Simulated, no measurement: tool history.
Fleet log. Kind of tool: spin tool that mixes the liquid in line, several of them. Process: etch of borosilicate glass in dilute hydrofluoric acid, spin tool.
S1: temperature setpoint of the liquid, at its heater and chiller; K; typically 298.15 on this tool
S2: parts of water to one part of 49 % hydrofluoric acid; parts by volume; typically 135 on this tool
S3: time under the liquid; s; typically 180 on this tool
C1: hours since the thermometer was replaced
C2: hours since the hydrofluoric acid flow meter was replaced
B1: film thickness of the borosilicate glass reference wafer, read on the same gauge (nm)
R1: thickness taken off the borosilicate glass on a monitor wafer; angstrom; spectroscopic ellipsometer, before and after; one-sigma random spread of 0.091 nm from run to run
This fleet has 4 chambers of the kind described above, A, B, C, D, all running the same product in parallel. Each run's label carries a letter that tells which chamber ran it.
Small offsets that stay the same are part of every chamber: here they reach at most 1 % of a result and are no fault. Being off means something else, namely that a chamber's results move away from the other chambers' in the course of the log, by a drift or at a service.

run,day,S1,S2,S3,C1,C2,B1,R1
1C,0.421,298.15,135,180,581,1023.2,120,221.38
2A,0.967,298.15,135,180,519.9,620.2,120.01,223.75
3D,1.408,298.15,135,180,449.2,1393.1,120.02,221.72
4B,1.779,298.15,135,180,298.2,285.3,119.99,223.37
5C,2.083,298.15,135,245,620.9,1063.1,120,302.09
6B,2.521,298.15,135,245,316,303.1,120,306.64
7A,3.171,298.15,135,245,572.8,673.1,120,303.94
8D,3.496,298.15,135,245,499.3,1443.2,120,303.4
9B,3.875,298.15,135,180,348.5,335.6,119.99,224.33
10C,4.442,298.15,135,180,677.5,1119.7,120,220.85
# day 4.767: chamber D: hydrofluoric acid flow meter replaced
11A,4.842,298.15,135,180,612.9,713.2,120.01,222.76
12D,5.388,298.15,135,180,544.7,14.9,120.01,222.96
13C,6.046,298.15,135,180,716,1158.2,120,224.18
14D,6.362,298.15,170,125,568.1,38.3,120,118.18
15A,7.017,298.15,170,125,665.1,765.4,120.01,117.65
16B,7.662,298.15,170,125,439.4,426.5,119.99,119.21
17B,8.233,298.15,170,125,453.1,440.2,119.99,118.83
18A,8.808,298.15,135,180,708.1,808.4,120,218.49
19C,9.417,298.15,135,180,796.9,1239.1,119.99,220.68
20D,10.05,298.15,135,180,656.6,126.8,119.98,223.11
21A,10.521,298.15,135,180,749.2,849.5,119.99,217.69
22C,11.167,298.15,85,120,838.9,1281.1,120,249.47
23B,11.683,298.15,85,120,535.9,523,119.98,250.7
24D,12.258,298.15,85,120,709.6,179.8,120,252.92
25B,12.642,298.15,85,120,558.9,546,119.99,251.35
26A,13.112,298.15,190,180,811.4,911.7,120.02,144.57
27C,13.654,298.15,190,180,898.6,1340.8,119.98,147.73
28D,14.246,298.15,190,180,757.3,227.5,120,148.44
# day 14.258: chamber A: thermometer replaced
29A,14.85,298.15,190,180,14.3,953.4,119.99,143.98

Next, every chamber runs the same settings. What will each give?
30A,15.329,298.15,135,180,,,,?
30B,15.329,298.15,135,180,,,,?
30C,15.329,298.15,135,180,,,,?
30D,15.329,298.15,135,180,,,,?

run,R1
30A,214.5
30B,222.95
30C,221.7
30D,221.94
